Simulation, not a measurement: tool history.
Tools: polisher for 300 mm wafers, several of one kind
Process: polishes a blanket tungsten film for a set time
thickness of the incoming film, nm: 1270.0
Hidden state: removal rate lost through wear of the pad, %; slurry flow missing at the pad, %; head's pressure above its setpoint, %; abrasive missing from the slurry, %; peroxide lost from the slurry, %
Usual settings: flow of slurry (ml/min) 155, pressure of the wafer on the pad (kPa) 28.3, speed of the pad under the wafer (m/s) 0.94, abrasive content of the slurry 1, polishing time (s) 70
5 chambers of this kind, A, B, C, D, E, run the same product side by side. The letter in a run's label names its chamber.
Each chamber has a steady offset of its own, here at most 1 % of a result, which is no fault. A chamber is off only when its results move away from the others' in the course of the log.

run,hour,flow of slurry (ml/min),pressure of the wafer on the pad (kPa),speed of the pad under the wafer (m/s),abrasive content of the slurry,polishing time (s),wafers polished on this pad,hours since the slurry nozzle was cleaned,hours since the head pressure was calibrated,hours since the slurry blender was calibrated,hours since the slurry got fresh peroxide,film removed (angstrom)
# hour 1.1: chamber E: worn pad replaced by a new one
# hour 4.9: chamber A: slurry tank refilled with fresh slurry and peroxide
# hour 6.2: chamber C: worn pad replaced by a new one
1D,9.7,155,28.3,0.94,1,70,220,493.4,1017.6,66.1,16.1,3048
2B,18.8,155,28.3,0.94,1,70,476,75.4,385.3,199.9,36.9,3060
# hour 23.9: chamber B: worn pad replaced by a new one
3C,26.3,155,28.3,0.94,1,70,237,469.2,202.6,60.5,39,3009.7
4A,33.7,155,28.3,0.94,1,70,422,512.9,126,138.7,28.9,2950.4
# hour 34.9: chamber B: slurry tank refilled with fresh slurry and peroxide
# hour 40: chamber D: worn pad replaced by a new one
5E,41,190,22.8,0.94,1,70,470,375.9,231.1,48.5,55.3,2506.2
# hour 48.5: chamber A: worn pad replaced by a new one
# hour 49.1: chamber D: slurry tank refilled with fresh slurry and peroxide
6E,49.7,190,22.8,0.94,1,70,573,384.6,239.8,57.2,64,2464.6
7A,59.6,190,22.8,0.94,1,70,131,538.8,151.9,164.6,54.8,2534.9
# hour 66: chamber C: worn pad replaced by a new one
# hour 66.1: chamber A: slurry nozzle cleaned
# hour 70.4: chamber B: worn pad replaced by a new one
8D,71.1,190,22.8,0.94,1,70,366,554.8,1079,127.5,22,2499.5
# hour 73.5: chamber C: slurry tank refilled with fresh slurry and peroxide
9B,78.7,190,22.8,0.94,1,70,98,135.3,445.2,259.8,43.9,2554.9
# hour 83.4: chamber B: slurry tank refilled with fresh slurry and peroxide
# hour 83.9: chamber D: worn pad replaced by a new one
10C,87,155,28.3,0.94,1,70,247,529.9,263.3,121.2,13.5,3022.8
# hour 89.5: chamber C: slurry blender recalibrated
11B,97.4,155,28.3,0.94,1,70,318,154,463.9,278.5,14.1,3041.3
# hour 102: chamber D: slurry tank refilled with fresh slurry and peroxide
# hour 104.7: chamber E: worn pad replaced by a new one
12D,105.4,155,28.3,0.94,1,70,253,589.1,1113.3,161.8,3.5,3032.5
# hour 105.8: chamber D: head pressure recalibrated
# hour 107.8: chamber A: worn pad replaced by a new one
# hour 108: chamber E: slurry tank refilled with fresh slurry and peroxide
13C,114.6,155,37.2,0.94,1,70,572,557.5,290.9,25.2,41.1,4063.2
# hour 121.9: chamber C: worn pad replaced by a new one
14E,122.3,155,37.2,0.94,1,70,207,457.2,312.4,129.8,14.4,4027.6
# hour 126.3: chamber B: worn pad replaced by a new one
15A,128,155,37.2,0.94,1,70,237,62,220.3,233,123.2,3995.6
# hour 129.9: chamber D: worn pad replaced by a new one
16B,134.8,155,37.2,0.94,1,70,100,191.4,501.3,315.9,51.5,4033.2
# hour 139.9: chamber B: slurry tank refilled with fresh slurry and peroxide
# hour 141.5: chamber A: slurry tank refilled with fresh slurry and peroxide
17A,141.5,155,37.2,0.94,1,70,396,75.5,233.8,246.5,0.1,3942.9
# hour 144.2: chamber E: slurry blender recalibrated
18E,149.9,155,28.3,0.94,1,70,532,484.8,340,5.7,42,3043.3
# hour 153.2: chamber D: slurry tank refilled with fresh slurry and peroxide
# hour 156.9: chamber A: worn pad replaced by a new one
19D,159.6,155,28.3,0.94,1,70,350,643.3,53.9,216,6.5,3265
20C,170.9,155,28.3,0.94,1,70,577,613.8,347.2,81.5,97.4,3006
# hour 176.8: chamber D: worn pad replaced by a new one
21E,176.8,155,28.3,0.94,1,70,849,511.7,366.9,32.6,68.9,2977.6
# hour 177.8: chamber C: head pressure recalibrated
# hour 178.2: chamber B: worn pad replaced by a new one
# hour 181.9: chamber A: slurry blender recalibrated
# hour 182.7: chamber C: slurry tank refilled with fresh slurry and peroxide
22A,184.3,155,28.3,0.94,1,70,323,118.3,276.6,2.5,42.9,3018.9
# hour 186.8: chamber B: slurry tank refilled with fresh slurry and peroxide
# hour 187.7: chamber C: worn pad replaced by a new one
23B,190.1,155,28.3,0.94,1,89,140,246.7,556.6,371.2,3.4,3847.6
24D,197.2,155,28.3,0.94,1,89,240,680.9,91.5,253.6,44.1,4147.7
# hour 199.3: chamber C: slurry nozzle cleaned
# hour 199.8: chamber B: slurry blender recalibrated
# hour 201.7: chamber D: slurry tank refilled with fresh slurry and peroxide
25C,204.1,155,28.3,0.94,1,89,194,4.8,26.3,114.7,21.4,3834.2
# hour 211.2: chamber A: worn pad replaced by a new one
26A,214.3,155,28.3,0.94,1,89,37,148.3,306.6,32.5,72.9,3757
# hour 220.7: chamber C: slurry blender recalibrated
# hour 223.8: chamber D: worn pad replaced by a new one
27D,223.9,155,28.3,0.94,1,89,1,707.6,118.2,280.3,22.3,4199.7
# hour 227: chamber E: worn pad replaced by a new one
28B,231.9,155,28.3,0.94,1,70,632,288.5,598.4,32.2,45.2,3038.5
29E,239,155,28.3,0.94,1,70,141,573.9,429.1,94.8,131.1,3017.7
# hour 245.5: chamber C: worn pad replaced by a new one
30C,246.2,155,28.3,0.94,1,70,8,46.9,68.4,25.5,63.5,3031.2

All 5 chambers run these settings next. Forecast each chamber's results:
31A,255,155,28.3,0.94,1,70,,,,,,?
31B,255,155,28.3,0.94,1,70,,,,,,?
31C,255,155,28.3,0.94,1,70,,,,,,?
31D,255,155,28.3,0.94,1,70,,,,,,?
31E,255,155,28.3,0.94,1,70,,,,,,?

run,film removed (angstrom)
31A,2993.6
31B,3003.3
31C,3002.1
31D,3227.3
31E,3013.5
